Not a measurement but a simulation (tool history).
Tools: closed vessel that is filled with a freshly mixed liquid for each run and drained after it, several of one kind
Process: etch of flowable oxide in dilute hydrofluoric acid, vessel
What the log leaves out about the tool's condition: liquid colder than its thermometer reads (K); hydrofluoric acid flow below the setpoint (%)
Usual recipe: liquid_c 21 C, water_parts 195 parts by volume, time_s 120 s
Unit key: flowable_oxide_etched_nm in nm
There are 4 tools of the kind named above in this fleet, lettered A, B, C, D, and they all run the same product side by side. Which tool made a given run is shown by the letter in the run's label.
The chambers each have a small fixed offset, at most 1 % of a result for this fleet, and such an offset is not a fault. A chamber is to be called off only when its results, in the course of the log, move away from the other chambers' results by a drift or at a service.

run,hour,liquid_c,water_parts,time_s,hours since the thermometer was replaced,hours since the hydrofluoric acid flow meter was replaced,"read-back film thickness of the flowable oxide reference wafer, read on the same gauge (nm)",flowable_oxide_etched_nm
1A,8.7,21,195,120,890,805.7,129.99,10.135
2D,19.3,21,195,120,547.1,299.8,129.99,10.113
3B,27.2,21,195,120,197.4,102.9,130,10.138
4C,33.4,21,195,120,336.2,850,130,10.244
5A,40.9,19.5,195,120,922.2,837.9,129.98,9.6795
6D,48.7,19.5,195,120,576.5,329.2,130,9.4706
7C,54.6,19.5,195,120,357.4,871.2,129.99,9.7358
8B,62.1,19.5,195,120,232.3,137.8,129.99,9.5926
9A,71.2,21,195,120,952.5,868.2,130,10.217
10C,76,21,195,95,378.8,892.6,130,8.1076
# hour 78: chamber A: thermometer replaced
11D,82.7,21,195,95,610.5,363.2,130.02,7.8547
# hour 83.4: chamber C: hydrofluoric acid flow meter replaced
# hour 87.4: chamber A: hydrofluoric acid flow meter replaced
12B,88.3,21,195,95,258.5,164,130.01,8.0113
13D,97.5,21,195,95,625.3,378,129.99,7.8459
14C,105.4,21,195,120,408.2,22,130.01,10.287
15A,113.3,21,195,120,35.3,25.9,129.96,10.291
16B,118.9,21,195,120,289.1,194.6,129.97,10.105
17B,126.1,21,195,120,296.3,201.8,130.02,10.185
18D,130.9,21,195,120,658.7,411.4,129.97,9.6292
19A,139.1,21,195,120,61.1,51.7,129.98,10.218
20C,149.2,21,195,120,452,65.8,130.01,10.267
21D,159.6,21,195,120,687.4,440.1,129.97,9.6573
22B,164.4,21,195,120,334.6,240.1,130.01,10.085
23C,169,21,195,120,471.8,85.6,130,10.338
24A,179.6,21,195,120,101.6,92.2,130.01,10.261

Has any chamber moved away from the others, gradually or after a service, or does the common gauge drift, or do the chambers differ only by their own small steady offsets? State the chamber and the most likely cause if one applies.

One chamber, D, drifts off from the rest bit by bit.
Cause: liquid colder than its thermometer reads (K) = 1.63.
The log may not tell that from: hydrofluoric acid flow below the setpoint (%).

Below are 4 candidate recipes for chamber D's next run, each the usual settings with a change, their results shown as question marks. Which of them brings D's results back in line with what the other chambers give on the usual settings?
In-line tolerance around the mean of the other chambers on the usual settings: flowable_oxide_etched_nm 0.17 nm
25D-1,187.1,21,190,125,,,,?
25D-2,187.1,21,200,115,,,,?
25D-3,187.1,21,195,115,,,,?
25D-4,187.1,21,195,125,,,,?

Other chambers, usual settings, mean: flowable_oxide_etched_nm 10.23 nm
run,flowable_oxide_etched_nm
25D-1,10.227
25D-2,8.853
25D-3,9.1232
25D-4,9.9165
25D-1 puts the chamber back in line with the other chambers.
